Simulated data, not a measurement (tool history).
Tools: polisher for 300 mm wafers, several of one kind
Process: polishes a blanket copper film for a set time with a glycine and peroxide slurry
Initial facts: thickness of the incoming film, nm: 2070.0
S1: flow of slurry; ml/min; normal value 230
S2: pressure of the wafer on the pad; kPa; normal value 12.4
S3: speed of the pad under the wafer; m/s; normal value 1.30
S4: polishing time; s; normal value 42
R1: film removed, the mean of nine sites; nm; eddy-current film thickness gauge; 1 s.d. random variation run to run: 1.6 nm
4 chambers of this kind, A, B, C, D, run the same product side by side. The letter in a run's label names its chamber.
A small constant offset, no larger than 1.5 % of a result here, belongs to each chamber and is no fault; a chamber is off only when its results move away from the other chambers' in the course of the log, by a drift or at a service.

run,hour,S1,S2,S3,S4,R1
# hour 1.3: chamber B: worn pad replaced by a new one
1C,8.8,230,12.4,1.30,42,218.93
# hour 14.6: chamber D: worn pad replaced by a new one
2A,23.3,230,12.4,1.30,42,219.77
# hour 25.4: chamber C: head pressure recalibrated
3D,31.1,230,12.4,1.30,42,220.20
# hour 36.4: chamber C: worn pad replaced by a new one
# hour 37.0: chamber C: slurry nozzle cleaned
4B,42.2,230,12.4,1.30,42,221.53
5A,57.9,230,12.4,1.30,42,220.39
# hour 65.7: chamber B: worn pad replaced by a new one
6B,71.1,230,12.4,1.30,42,220.62
# hour 71.3: chamber A: worn pad replaced by a new one
7C,80.5,230,12.4,1.30,42,215.81
# hour 82.8: chamber D: worn pad replaced by a new one
# hour 89.1: chamber D: slurry nozzle cleaned
8D,92.4,230,12.4,1.30,42,221.24
9D,105.7,230,12.4,1.30,42,220.96
# hour 106.8: chamber C: worn pad replaced by a new one
10B,114.7,230,12.4,1.30,42,222.20
# hour 121.4: chamber B: worn pad replaced by a new one
11A,125.5,230,12.4,1.30,42,221.17
# hour 130.1: chamber B: head pressure recalibrated
# hour 138.6: chamber A: worn pad replaced by a new one
12C,140.3,230,12.4,1.30,42,217.27
13B,151.1,230,12.4,1.30,42,211.31
# hour 151.9: chamber D: worn pad replaced by a new one
14D,164.9,230,15.2,1.30,53,328.45
# hour 173.0: chamber C: worn pad replaced by a new one
15C,177.2,230,15.2,1.30,53,327.12
# hour 181.3: chamber B: worn pad replaced by a new one
16A,190.8,230,15.2,1.30,53,325.37
17B,206.5,230,15.2,1.30,53,313.09
# hour 209.4: chamber A: worn pad replaced by a new one
18D,218.9,230,12.4,1.30,42,220.81
# hour 224.3: chamber D: worn pad replaced by a new one
19C,229.8,230,12.4,1.30,42,218.41
# hour 234.7: chamber C: worn pad replaced by a new one
20A,240.9,230,12.4,1.30,42,219.64
# hour 248.7: chamber B: worn pad replaced by a new one
21A,255.8,230,12.4,1.30,42,222.10
22C,270.8,230,12.4,1.30,42,219.23
23D,279.0,230,12.4,1.30,42,220.95
24B,286.0,230,12.4,1.16,35,162.34
# hour 288.1: chamber A: worn pad replaced by a new one
# hour 297.7: chamber D: worn pad replaced by a new one
25D,301.6,230,12.4,1.16,35,169.96
26A,311.1,230,12.4,1.16,35,167.18

The same settings go to every chamber for the next run, one line per chamber below. Forecast the results for each:
27A,322.5,230,12.4,1.30,42,?
27B,322.5,230,12.4,1.30,42,?
27C,322.5,230,12.4,1.30,42,?
27D,322.5,230,12.4,1.30,42,?

run,R1
27A,218.25
27B,208.77
27C,217.00
27D,221.14

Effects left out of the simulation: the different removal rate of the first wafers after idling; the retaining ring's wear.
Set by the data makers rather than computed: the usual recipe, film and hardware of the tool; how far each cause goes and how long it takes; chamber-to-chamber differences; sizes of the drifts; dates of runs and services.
